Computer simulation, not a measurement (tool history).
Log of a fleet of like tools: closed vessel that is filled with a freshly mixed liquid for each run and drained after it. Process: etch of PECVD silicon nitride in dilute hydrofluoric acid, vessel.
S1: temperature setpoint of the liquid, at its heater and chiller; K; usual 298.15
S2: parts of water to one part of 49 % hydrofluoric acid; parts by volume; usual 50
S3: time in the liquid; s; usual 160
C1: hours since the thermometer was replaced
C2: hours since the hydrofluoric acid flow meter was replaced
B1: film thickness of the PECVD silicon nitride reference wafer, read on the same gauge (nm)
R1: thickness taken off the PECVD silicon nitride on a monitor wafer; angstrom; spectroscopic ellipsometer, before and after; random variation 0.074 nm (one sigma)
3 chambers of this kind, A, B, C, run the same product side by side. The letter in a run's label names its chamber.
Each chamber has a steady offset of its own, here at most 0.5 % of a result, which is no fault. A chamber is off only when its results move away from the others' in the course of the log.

run	hour	S1	S2	S3	C1	C2	B1	R1
1B	14.4	298.15	50	160	135.9	1000.7	130.00	136.24
2C	28.0	298.15	50	160	272.3	162.0	130.00	134.75
3A	39.9	298.15	50	160	1252.1	139.7	129.97	134.53
4C	52.6	298.15	50	160	296.9	186.6	129.99	134.62
5A	63.4	298.15	50	160	1275.6	163.2	130.00	133.83
6B	72.7	298.15	50	160	194.2	1059.0	129.99	137.05
7B	83.0	298.15	50	160	204.5	1069.3	130.01	137.24
8A	97.3	298.15	50	160	1309.5	197.1	130.01	135.83
9C	111.4	298.15	50	160	355.7	245.4	130.01	134.95
10B	125.8	298.15	50	160	247.3	1112.1	130.01	136.26
11C	140.2	298.15	50	160	384.5	274.2	129.99	135.64
12A	151.6	298.15	50	160	1363.8	251.4	129.99	136.24
13A	163.8	298.15	50	160	1376.0	263.6	130.00	136.72
14C	172.0	298.15	50	160	416.3	306.0	130.00	135.45
15B	178.7	298.15	50	160	300.2	1165.0	130.00	136.08
16C	192.5	298.15	50	160	436.8	326.5	130.00	135.75
17B	204.8	298.15	50	160	326.3	1191.1	130.01	135.57
18A	211.7	298.15	50	160	1423.9	311.5	129.98	135.34
19B	225.0	298.15	50	160	346.5	1211.3	130.01	135.94
# hour 235.9: chamber B: hydrofluoric acid flow meter replaced
20A	237.3	300.65	50	160	1449.5	337.1	129.99	159.93
21C	247.8	300.65	50	160	492.1	381.8	130.01	160.51
22A	255.3	300.65	50	160	1467.5	355.1	129.99	160.66
23C	263.7	298.15	50	160	508.0	397.7	130.00	135.96
24B	277.3	298.15	50	160	398.8	41.4	129.98	137.34
25B	284.0	296.65	50	210	405.5	48.1	130.00	161.14
26C	296.8	296.65	50	210	541.1	430.8	129.99	160.13
27A	304.1	296.65	50	210	1516.3	403.9	129.99	162.50
28B	316.4	298.15	50	160	437.9	80.5	129.99	135.37
29C	331.3	298.15	50	160	575.6	465.3	129.99	134.81
30A	341.2	298.15	50	160	1553.4	441.0	130.00	137.59
31A	355.9	298.15	35	190	1568.1	455.7	129.98	229.88
32C	365.5	298.15	35	190	609.8	499.5	130.01	226.31
33B	376.6	298.15	35	190	498.1	140.7	129.97	229.67
34A	388.0	298.15	40	160	1600.2	487.8	130.02	168.63
35B	399.4	298.15	40	160	520.9	163.5	130.01	168.13
36C	410.9	298.15	40	160	655.2	544.9	130.01	167.10
37C	425.0	298.15	50	160	669.3	559.0	130.00	136.29
38A	431.7	298.15	50	160	1643.9	531.5	130.02	136.52
39B	444.4	298.15	50	160	565.9	208.5	130.01	136.24

Next, every chamber runs the same settings. What will each give?
40A	455.3	298.15	30	160				?
40B	455.3	298.15	30	160				?
40C	455.3	298.15	30	160				?

run	R1
40A	222.16
40B	224.11
40C	219.98

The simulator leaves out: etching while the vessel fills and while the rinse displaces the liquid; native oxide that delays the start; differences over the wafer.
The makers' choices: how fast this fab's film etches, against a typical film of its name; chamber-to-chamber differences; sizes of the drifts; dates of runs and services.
